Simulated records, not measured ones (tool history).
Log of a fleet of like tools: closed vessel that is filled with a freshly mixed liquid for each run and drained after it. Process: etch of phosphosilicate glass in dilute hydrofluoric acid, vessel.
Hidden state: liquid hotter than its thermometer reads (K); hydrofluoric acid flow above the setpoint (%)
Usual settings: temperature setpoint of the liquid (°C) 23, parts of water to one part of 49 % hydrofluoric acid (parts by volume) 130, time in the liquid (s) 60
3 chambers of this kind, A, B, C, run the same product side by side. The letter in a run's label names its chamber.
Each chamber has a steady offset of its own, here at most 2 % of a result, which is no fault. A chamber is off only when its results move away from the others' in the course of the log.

run   hour  temperature setpoint of the liquid (°C)  parts of water to one part of 49 % hydrofluoric acid (parts by volume)  time in the liquid (s)  hours since the thermometer was replaced  hours since the hydrofluoric acid flow meter was replaced  read-back film thickness of the phosphosilicate glass reference wafer, read on the same gauge (nm)  thickness taken off the phosphosilicate glass on a monitor wafer (nm)
 1A    4.9                                       23                                                                     130                      60                                     871.5                                                     1058.7                                                                                              30.005                                                                 67.774
 2C   10.6                                       23                                                                     130                      60                                     364.4                                                     1068.5                                                                                               30.01                                                                 71.385
 3B   14.5                                       23                                                                     130                      60                                     193.8                                                      300.9                                                                                              29.981                                                                 69.183
 4C     21                                       23                                                                     130                      60                                     374.8                                                     1078.9                                                                                              29.993                                                                 71.116
 5A   26.3                                       23                                                                     130                      60                                     892.9                                                     1080.1                                                                                              30.003                                                                 67.588
 6B   32.9                                       23                                                                     130                      60                                     212.2                                                      319.3                                                                                              29.997                                                                 68.147
 7B   38.3                                       23                                                                     130                      60                                     217.6                                                      324.7                                                                                               30.03                                                                 69.701
 8C   41.6                                       23                                                                     130                      60                                     395.4                                                     1099.5                                                                                              30.014                                                                 70.993
 9A   46.6                                     19.5                                                                     130                      40                                     913.2                                                     1100.4                                                                                              30.017                                                                 39.128
10A   49.7                                     19.5                                                                     130                      40                                     916.3                                                     1103.5                                                                                              29.996                                                                 39.615
11C   53.5                                     19.5                                                                     130                      40                                     407.3                                                     1111.4                                                                                              29.992                                                                 40.292
12B   56.8                                       23                                                                     130                      60                                     236.1                                                      343.2                                                                                              29.993                                                                 69.061
13A   60.6                                       23                                                                     130                      60                                     927.2                                                     1114.4                                                                                              30.017                                                                 68.768
14B   64.1                                       23                                                                     130                      60                                     243.4                                                      350.5                                                                                              30.007                                                                 69.377
15C   67.9                                       23                                                                     130                      60                                     421.7                                                     1125.8                                                                                               29.99                                                                 69.618
16C   74.3                                       23                                                                     130                      60                                     428.1                                                     1132.2                                                                                              29.995                                                                 70.314
17A   78.8                                       23                                                                     130                      60                                     945.4                                                     1132.6                                                                                              30.014                                                                 69.568
18B   84.7                                     26.5                                                                     130                      60                                       264                                                      371.1                                                                                              29.999                                                                 78.889
19C   88.4                                     26.5                                                                     130                      60                                     442.2                                                     1146.3                                                                                              29.993                                                                 79.971
20B   92.3                                     26.5                                                                     130                      60                                     271.6                                                      378.7                                                                                              29.989                                                                 78.764
21A   97.8                                       23                                                                     130                      60                                     964.4                                                     1151.6                                                                                              29.982                                                                 71.163
22C  102.8                                       23                                                                      90                      40                                     456.6                                                     1160.7                                                                                              29.998                                                                 71.936
23A  106.7                                       23                                                                      90                      40                                     973.3                                                     1160.5                                                                                              30.017                                                                  71.57
24B  113.6                                       23                                                                      90                      40                                     292.9                                                        400                                                                                              30.007                                                                 69.629
25C  119.7                                       23                                                                     130                      60                                     473.5                                                     1177.6                                                                                                  30                                                                 69.377
26B    123                                     24.5                                                                     110                      60                                     302.3                                                      409.4                                                                                              30.007                                                                 86.921
27A  128.1                                     24.5                                                                     110                      60                                     994.7                                                     1181.9                                                                                              30.001                                                                 94.177
28A    133                                     24.5                                                                     110                      60                                     999.6                                                     1186.8                                                                                              29.995                                                                 94.103
29B  136.2                                       23                                                                     130                      60                                     315.5                                                      422.6                                                                                               29.99                                                                 68.571
30C    140                                       23                                                                     130                      60                                     493.8                                                     1197.9                                                                                              30.001                                                                  70.54
31C    146                                       23                                                                      95                      60                                     499.8                                                     1203.9                                                                                              30.014                                                                 99.675
32A  152.8                                       23                                                                      95                      60                                    1019.4                                                     1206.6                                                                                              29.991                                                                 105.56

All 3 chambers run these settings next. Forecast each chamber's results:
33A  157.7                                       23                                                                     130                      60                                                                                                                                                                                                                                                                               ?
33B  157.7                                       23                                                                     130                      60                                                                                                                                                                                                                                                                               ?
33C  157.7                                       23                                                                     130                      60                                                                                                                                                                                                                                                                               ?

run  thickness taken off the phosphosilicate glass on a monitor wafer (nm)
33A                                                                 76.379
33B                                                                 67.952
33C                                                                 70.182
